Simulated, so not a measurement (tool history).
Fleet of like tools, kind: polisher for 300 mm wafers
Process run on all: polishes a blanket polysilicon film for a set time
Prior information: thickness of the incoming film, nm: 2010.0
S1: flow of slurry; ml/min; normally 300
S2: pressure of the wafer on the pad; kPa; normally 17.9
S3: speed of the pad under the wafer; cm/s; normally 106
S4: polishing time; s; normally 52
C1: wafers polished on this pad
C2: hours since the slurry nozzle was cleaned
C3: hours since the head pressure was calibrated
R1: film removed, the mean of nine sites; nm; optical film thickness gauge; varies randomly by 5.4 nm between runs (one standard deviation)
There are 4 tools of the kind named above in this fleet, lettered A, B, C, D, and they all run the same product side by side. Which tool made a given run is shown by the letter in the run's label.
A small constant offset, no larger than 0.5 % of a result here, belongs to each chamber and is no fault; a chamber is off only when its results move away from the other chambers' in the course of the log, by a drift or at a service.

run	hour	S1	S2	S3	S4	C1	C2	C3	R1
# hour 0.3: chamber D: slurry nozzle cleaned
1C	7.9	300	17.9	106	52	261	195.6	309.4	386.66
2B	22.0	300	17.9	106	52	1178	201.3	535.0	386.98
# hour 29.3: chamber D: worn pad replaced by a new one
3D	31.8	300	17.9	106	52	34	31.6	685.3	389.29
# hour 37.6: chamber B: worn pad replaced by a new one
4A	39.6	300	17.9	106	52	1068	681.5	805.1	392.58
5B	51.6	300	17.9	106	52	188	230.9	564.6	387.28
6A	59.7	300	17.9	106	52	1337	701.6	825.2	390.04
# hour 60.7: chamber A: worn pad replaced by a new one
7C	66.9	300	17.9	106	52	1052	254.6	368.4	392.29
8D	77.3	300	17.9	106	41	644	77.1	730.8	301.23
# hour 91.4: chamber A: slurry nozzle cleaned
9B	92.5	300	17.9	106	41	736	271.8	605.5	303.03
# hour 93.2: chamber D: worn pad replaced by a new one
10D	104.5	300	17.9	106	41	151	104.3	758.0	309.61
# hour 105.2: chamber C: slurry nozzle cleaned
# hour 112.6: chamber C: worn pad replaced by a new one
11A	113.3	300	17.9	106	41	705	21.9	878.8	303.03
12C	122.3	300	17.9	106	52	130	17.1	423.8	389.50
# hour 134.9: chamber D: head pressure recalibrated
13D	135.6	300	17.9	106	52	568	135.4	0.7	386.76
# hour 142.2: chamber B: worn pad replaced by a new one
# hour 147.7: chamber A: worn pad replaced by a new one
14C	149.2	300	13.1	106	68	490	44.0	450.7	367.46
15A	157.3	300	13.1	106	68	129	65.9	922.8	362.84
16B	166.3	300	13.1	106	68	323	345.6	679.3	375.53
# hour 169.2: chamber D: worn pad replaced by a new one
# hour 169.5: chamber C: head pressure recalibrated
# hour 173.3: chamber A: head pressure recalibrated
17A	176.4	300	13.1	106	68	385	85.0	3.1	365.83
18B	184.5	300	17.9	106	52	567	363.8	697.5	394.86
19D	194.0	300	17.9	106	52	333	193.8	59.1	386.20
20C	202.3	300	17.9	106	52	1202	97.1	32.8	394.35
# hour 206.8: chamber C: worn pad replaced by a new one
21C	214.8	300	17.9	106	52	108	109.6	45.3	390.22
22B	229.9	300	17.9	106	60	1175	409.2	742.9	455.08
23D	236.6	300	17.9	106	60	904	236.4	101.7	446.03
# hour 238.7: chamber D: worn pad replaced by a new one
# hour 242.6: chamber B: worn pad replaced by a new one
24A	244.9	300	17.9	106	60	1303	153.5	71.6	450.16
# hour 246.1: chamber A: worn pad replaced by a new one
25C	255.7	300	17.9	106	60	656	150.5	86.2	442.16
# hour 262.6: chamber D: slurry nozzle cleaned
26B	264.9	300	17.9	106	52	298	444.2	777.9	385.23
27D	280.2	230	23.4	106	52	556	17.6	145.3	492.52
28A	288.8	230	23.4	106	52	573	197.4	115.5	496.49
# hour 297.2: chamber B: slurry nozzle cleaned
29D	303.4	230	23.4	106	52	867	40.8	168.5	496.55
30A	315.0	230	23.4	106	52	924	223.6	141.7	495.69
# hour 320.8: chamber C: worn pad replaced by a new one
31B	325.8	300	17.9	106	52	1115	28.7	838.8	393.73
32C	335.8	300	17.9	106	52	201	230.6	166.3	384.51
# hour 345.0: chamber A: worn pad replaced by a new one
33A	345.1	300	17.9	106	52	2	253.7	171.8	393.19

What goes on in this fleet: one chamber off, a drifting gauge, or nothing beyond the chambers' own small offsets? Name the chamber and the cause, if any.

Nothing is wrong: each chamber keeps only its own small, steady offset and the gauge holds still.
